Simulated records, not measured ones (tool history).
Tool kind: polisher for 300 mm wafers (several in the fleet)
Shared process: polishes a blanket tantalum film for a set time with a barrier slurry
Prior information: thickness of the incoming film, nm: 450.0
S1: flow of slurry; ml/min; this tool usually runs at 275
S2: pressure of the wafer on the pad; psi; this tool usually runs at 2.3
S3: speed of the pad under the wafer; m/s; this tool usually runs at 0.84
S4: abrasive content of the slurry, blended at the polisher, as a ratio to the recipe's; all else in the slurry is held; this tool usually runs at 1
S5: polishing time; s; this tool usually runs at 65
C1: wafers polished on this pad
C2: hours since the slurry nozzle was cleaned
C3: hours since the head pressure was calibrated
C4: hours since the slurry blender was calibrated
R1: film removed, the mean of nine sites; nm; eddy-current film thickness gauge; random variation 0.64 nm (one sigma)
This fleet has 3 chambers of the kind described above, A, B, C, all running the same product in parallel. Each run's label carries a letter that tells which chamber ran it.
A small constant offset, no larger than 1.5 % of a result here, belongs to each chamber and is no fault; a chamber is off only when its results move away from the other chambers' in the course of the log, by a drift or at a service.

run,hour,S1,S2,S3,S4,S5,C1,C2,C3,C4,R1
1C,5.2,275,2.3,0.84,1,65,1096,330.4,402.3,321.1,96.733
2A,10.6,275,2.3,0.84,1,65,603,210.0,749.0,130.0,99.291
3B,15.5,275,2.3,0.84,1,65,619,410.6,368.0,140.0,96.481
# hour 21.8: chamber C: worn pad replaced by a new one
4C,26.0,275,2.3,0.84,1,65,41,351.2,423.1,341.9,96.434
5B,34.3,275,2.3,0.84,1,65,804,429.4,386.8,158.8,96.941
# hour 41.0: chamber A: slurry nozzle cleaned
6A,44.3,275,2.3,0.84,1,65,933,3.4,782.7,163.7,98.650
7A,49.6,275,2.3,0.84,1,65,985,8.7,788.0,169.0,97.724
# hour 51.4: chamber B: slurry blender recalibrated
8B,55.9,275,2.3,0.84,1,65,1016,451.0,408.4,4.6,96.870
# hour 56.0: chamber B: worn pad replaced by a new one
# hour 61.1: chamber A: worn pad replaced by a new one
9C,62.2,275,2.3,0.84,1,65,396,387.4,459.3,378.1,95.498
10B,72.6,275,2.3,0.84,1,65,163,467.7,425.1,21.3,97.447
# hour 80.6: chamber C: head pressure recalibrated
11A,82.7,275,2.3,0.84,1,65,212,41.8,821.1,202.1,97.892
12C,89.6,275,2.3,0.84,1,65,665,414.8,9.0,405.5,96.853
13B,96.3,275,2.3,0.84,1,65,396,491.4,448.8,45.0,96.815
14C,101.6,275,2.3,0.84,1,65,783,426.8,21.0,417.5,94.335
15A,108.6,275,2.3,0.84,1,65,466,67.7,847.0,228.0,97.807
16A,119.4,275,2.3,0.84,1,65,572,78.5,857.8,238.8,96.435
# hour 122.7: chamber C: slurry blender recalibrated
17C,128.8,275,1.9,0.84,1,65,1050,454.0,48.2,6.2,79.570
# hour 130.2: chamber C: worn pad replaced by a new one
18B,139.3,275,1.9,0.84,1,65,818,534.4,491.8,88.0,79.270
19A,150.3,275,1.9,0.84,1,65,876,109.4,888.7,269.7,81.141
# hour 153.9: chamber B: worn pad replaced by a new one
20C,156.8,275,2.3,0.84,1,65,261,482.0,76.2,34.2,96.768
# hour 157.4: chamber A: worn pad replaced by a new one
21B,161.9,275,2.3,0.84,1,65,78,557.0,514.4,110.6,97.284
22A,170.6,275,2.3,0.84,1,65,129,129.7,909.0,290.0,97.786
23B,179.4,275,2.3,0.84,1,65,250,574.5,531.9,128.1,98.386
24C,187.4,275,2.3,0.84,1,65,561,512.6,106.8,64.8,96.939
# hour 194.4: chamber A: slurry blender recalibrated
25B,196.6,275,2.3,0.84,1,65,419,591.7,549.1,145.3,97.177
26A,204.9,275,2.3,0.84,1,65,466,164.0,943.3,10.5,97.686
27C,212.3,275,2.3,0.84,1,65,806,537.5,131.7,89.7,96.742
28A,218.6,275,2.3,0.84,1,65,600,177.7,957.0,24.2,98.134
29C,227.8,275,2.3,0.84,1,65,958,553.0,147.2,105.2,96.436
# hour 237.3: chamber A: head pressure recalibrated
30B,238.3,275,2.3,0.84,1,65,828,633.4,590.8,187.0,99.131
31A,244.7,275,2.3,0.84,1,65,857,203.8,7.4,50.3,98.444
32B,249.6,275,2.3,0.84,1,65,939,644.7,602.1,198.3,97.274

For the next run the whole fleet of 3 chambers uses the same settings. Give each chamber's results:
33A,257.5,275,2.3,0.84,1,65,,,,,?
33B,257.5,275,2.3,0.84,1,65,,,,,?
33C,257.5,275,2.3,0.84,1,65,,,,,?

run,R1
33A,98.515
33B,97.714
33C,96.292
